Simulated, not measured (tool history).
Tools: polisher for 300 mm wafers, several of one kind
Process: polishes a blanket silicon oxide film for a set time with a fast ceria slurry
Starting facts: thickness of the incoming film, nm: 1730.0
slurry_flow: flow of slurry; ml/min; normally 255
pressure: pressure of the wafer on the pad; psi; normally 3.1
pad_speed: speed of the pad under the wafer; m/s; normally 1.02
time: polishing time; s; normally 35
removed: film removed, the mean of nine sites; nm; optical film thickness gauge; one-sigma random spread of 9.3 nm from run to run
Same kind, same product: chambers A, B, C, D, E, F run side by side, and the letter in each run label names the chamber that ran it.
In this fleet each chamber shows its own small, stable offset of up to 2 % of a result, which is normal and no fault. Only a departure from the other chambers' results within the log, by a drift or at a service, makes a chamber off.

run	hour	slurry_flow	pressure	pad_speed	time	removed
1B	4.6	255	3.1	1.02	35	687.85
2D	8.8	255	3.1	1.02	35	692.51
# hour 10.4: chamber A: worn pad replaced by a new one
3F	11.2	255	3.1	1.02	35	674.64
4A	14.3	255	3.1	1.02	35	690.4
# hour 16.2: chamber E: worn pad replaced by a new one
# hour 17.2: chamber F: worn pad replaced by a new one
5C	18.6	255	3.1	1.02	35	687.45
6E	23.9	255	3.1	1.02	35	674.72
7D	26.1	255	3.1	1.02	35	680.9
8E	30.6	255	3.1	1.02	35	684.99
9A	33	255	3.1	1.02	35	683.52
10B	37	255	3.1	1.02	35	671.38
11C	40.9	255	3.1	1.02	35	673.99
12F	44.7	255	3.1	1.02	35	679.48
13E	49.3	255	3.1	1.02	35	662.61
14F	54.4	255	3.1	1.02	35	675.96
15D	58.2	255	3.1	1.02	35	665.2
# hour 59.3: chamber D: worn pad replaced by a new one
16B	61.6	255	3.1	1.02	35	677.19
# hour 62.3: chamber F: worn pad replaced by a new one
# hour 62.8: chamber C: worn pad replaced by a new one
17C	64.1	255	3.1	1.02	35	688.86
18A	68.7	255	3.1	1.02	35	666.2
# hour 69.4: chamber A: worn pad replaced by a new one
19C	73.5	220	3.1	1.02	41	790.82
20B	78.2	220	3.1	1.02	41	761.86
21A	83.3	220	3.1	1.02	41	789.18
22D	87.3	220	3.1	1.02	41	777.17
23F	90.9	220	3.1	1.02	41	767.75
24E	93.8	220	3.1	1.02	41	755.03
# hour 98.6: chamber E: worn pad replaced by a new one
25A	98.7	255	3.1	1.02	35	690.36
26E	102.6	255	3.1	1.02	35	680.32
27C	106	255	3.1	1.02	35	676.69
28D	110.4	255	3.1	1.02	35	652.44
# hour 110.6: chamber F: worn pad replaced by a new one
# hour 112: chamber D: worn pad replaced by a new one
29F	114	255	3.1	1.02	35	687.81
30B	116.5	255	3.1	1.02	35	633.85
31B	118.8	255	3.1	1.02	35	620.63
32F	121.8	255	3.1	1.02	35	675.77
33A	126.5	255	3.1	1.02	35	688.34
34E	128.8	255	3.1	1.02	35	666.97
35C	131.1	255	3.1	1.02	35	669.14
# hour 132.9: chamber A: worn pad replaced by a new one
36D	134.4	255	3.1	1.02	35	678.37
37A	136.7	255	3.1	1.02	35	684.01
38D	141.8	255	3.1	1.02	35	685.66
39C	144.9	255	3.1	1.02	35	694.45

All 6 chambers run these settings next. Forecast each chamber's results:
40A	148.7	255	4	1.02	35	?
40B	148.7	255	4	1.02	35	?
40C	148.7	255	4	1.02	35	?
40D	148.7	255	4	1.02	35	?
40E	148.7	255	4	1.02	35	?
40F	148.7	255	4	1.02	35	?

run	removed
40A	857.57
40B	776.79
40C	904.16
40D	872
40E	854.66
40F	848.35
